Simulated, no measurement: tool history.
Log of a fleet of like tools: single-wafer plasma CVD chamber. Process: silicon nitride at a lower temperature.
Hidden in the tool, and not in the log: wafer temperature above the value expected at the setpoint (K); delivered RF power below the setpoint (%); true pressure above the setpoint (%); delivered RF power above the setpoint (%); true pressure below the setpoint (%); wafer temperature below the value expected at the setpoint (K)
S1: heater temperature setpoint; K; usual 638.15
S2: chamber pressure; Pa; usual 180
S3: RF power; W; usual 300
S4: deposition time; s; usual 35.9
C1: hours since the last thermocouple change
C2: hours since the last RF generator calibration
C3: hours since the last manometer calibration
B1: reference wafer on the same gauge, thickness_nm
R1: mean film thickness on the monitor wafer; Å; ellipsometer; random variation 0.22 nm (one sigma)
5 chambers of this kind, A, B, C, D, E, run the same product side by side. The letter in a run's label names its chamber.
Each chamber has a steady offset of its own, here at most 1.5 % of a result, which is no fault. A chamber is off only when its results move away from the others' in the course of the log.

run,hour,S1,S2,S3,S4,C1,C2,C3,B1,R1
1E,5.3,638.15,180,300,35.9,1067.2,490.4,195.3,34.381,400.32
2C,10.0,638.15,180,300,35.9,1031.4,1237.5,726.3,34.377,396.62
3D,14.3,638.15,180,300,35.9,19.1,479.8,1305.5,34.387,399.10
4B,18.1,638.15,180,300,35.9,2578.5,334.0,494.2,34.402,396.34
5A,22.8,630.15,180,300,35.9,1043.1,700.2,414.6,34.374,399.82
6B,30.8,630.15,180,300,35.9,2591.2,346.7,506.9,34.480,402.01
7D,38.5,630.15,180,300,35.9,43.3,504.0,1329.7,34.397,398.76
8C,44.7,630.15,180,300,35.9,1066.1,1272.2,761.0,34.398,400.93
9E,48.6,630.15,180,300,35.9,1110.5,533.7,238.6,34.406,399.41
10A,55.8,638.15,180,300,35.9,1076.1,733.2,447.6,34.393,398.42
11A,60.1,651.15,180,250,35.9,1080.4,737.5,451.9,34.377,350.79
12D,64.1,651.15,180,250,35.9,68.9,529.6,1355.3,34.406,343.49
13B,68.9,651.15,180,250,35.9,2629.3,384.8,545.0,34.395,349.78
14C,76.0,651.15,180,250,35.9,1097.4,1303.5,792.3,34.420,347.87
15E,83.9,651.15,180,250,35.9,1145.8,569.0,273.9,34.362,350.96
16D,91.7,638.15,180,300,35.9,96.5,557.2,1382.9,34.450,394.87
# hour 92.4: chamber B: thermocouple changed; heater temperature recalibrated
17C,99.3,638.15,180,300,35.9,1120.7,1326.8,815.6,34.422,401.60
18B,102.9,638.15,180,300,30.5,10.6,418.8,579.0,34.433,335.87
19A,107.0,638.15,180,300,30.5,1127.3,784.4,498.8,34.339,332.62
20E,111.9,638.15,180,300,30.5,1173.8,597.0,301.9,34.355,341.41
21D,120.0,638.15,180,300,30.5,124.8,585.5,1411.2,34.412,336.83
22B,124.1,638.15,180,300,30.5,31.8,440.0,600.2,34.380,339.08
23E,127.9,638.15,180,300,35.9,1189.8,613.0,317.9,34.392,401.14
24C,134.4,638.15,180,300,35.9,1155.8,1361.9,850.7,34.387,399.55
25A,138.7,638.15,180,300,35.9,1159.0,816.1,530.5,34.377,397.25
26C,145.8,638.15,180,300,35.9,1167.2,1373.3,862.1,34.446,399.98
# hour 146.1: chamber C: RF generator calibrated
27E,152.0,643.15,180,260,35.9,1213.9,637.1,342.0,34.402,358.07
28D,159.6,643.15,180,260,35.9,164.4,625.1,1450.8,34.425,356.57
29B,167.2,643.15,180,260,35.9,74.9,483.1,643.3,34.404,360.61
30A,173.4,643.15,180,260,35.9,1193.7,850.8,565.2,34.405,361.95
31A,179.0,643.15,180,260,35.9,1199.3,856.4,570.8,34.328,361.51
32C,185.5,638.15,180,300,35.9,1206.9,39.5,901.8,34.411,402.74
33D,190.4,638.15,180,300,35.9,195.2,655.9,1481.6,34.434,396.67
34E,197.5,638.15,180,300,35.9,1259.4,682.6,387.5,34.413,399.73
35B,204.0,638.15,180,300,35.9,111.7,519.9,680.1,34.435,399.78
36D,211.6,638.15,180,300,35.9,216.4,677.1,1502.8,34.452,395.96

Next, every chamber runs the same settings. What will each give?
37A,217.5,638.15,180,300,35.9,,,,,?
37B,217.5,638.15,180,300,35.9,,,,,?
37C,217.5,638.15,180,300,35.9,,,,,?
37D,217.5,638.15,180,300,35.9,,,,,?
37E,217.5,638.15,180,300,35.9,,,,,?

run,R1
37A,399.31
37B,400.80
37C,396.35
37D,399.88
37E,400.13

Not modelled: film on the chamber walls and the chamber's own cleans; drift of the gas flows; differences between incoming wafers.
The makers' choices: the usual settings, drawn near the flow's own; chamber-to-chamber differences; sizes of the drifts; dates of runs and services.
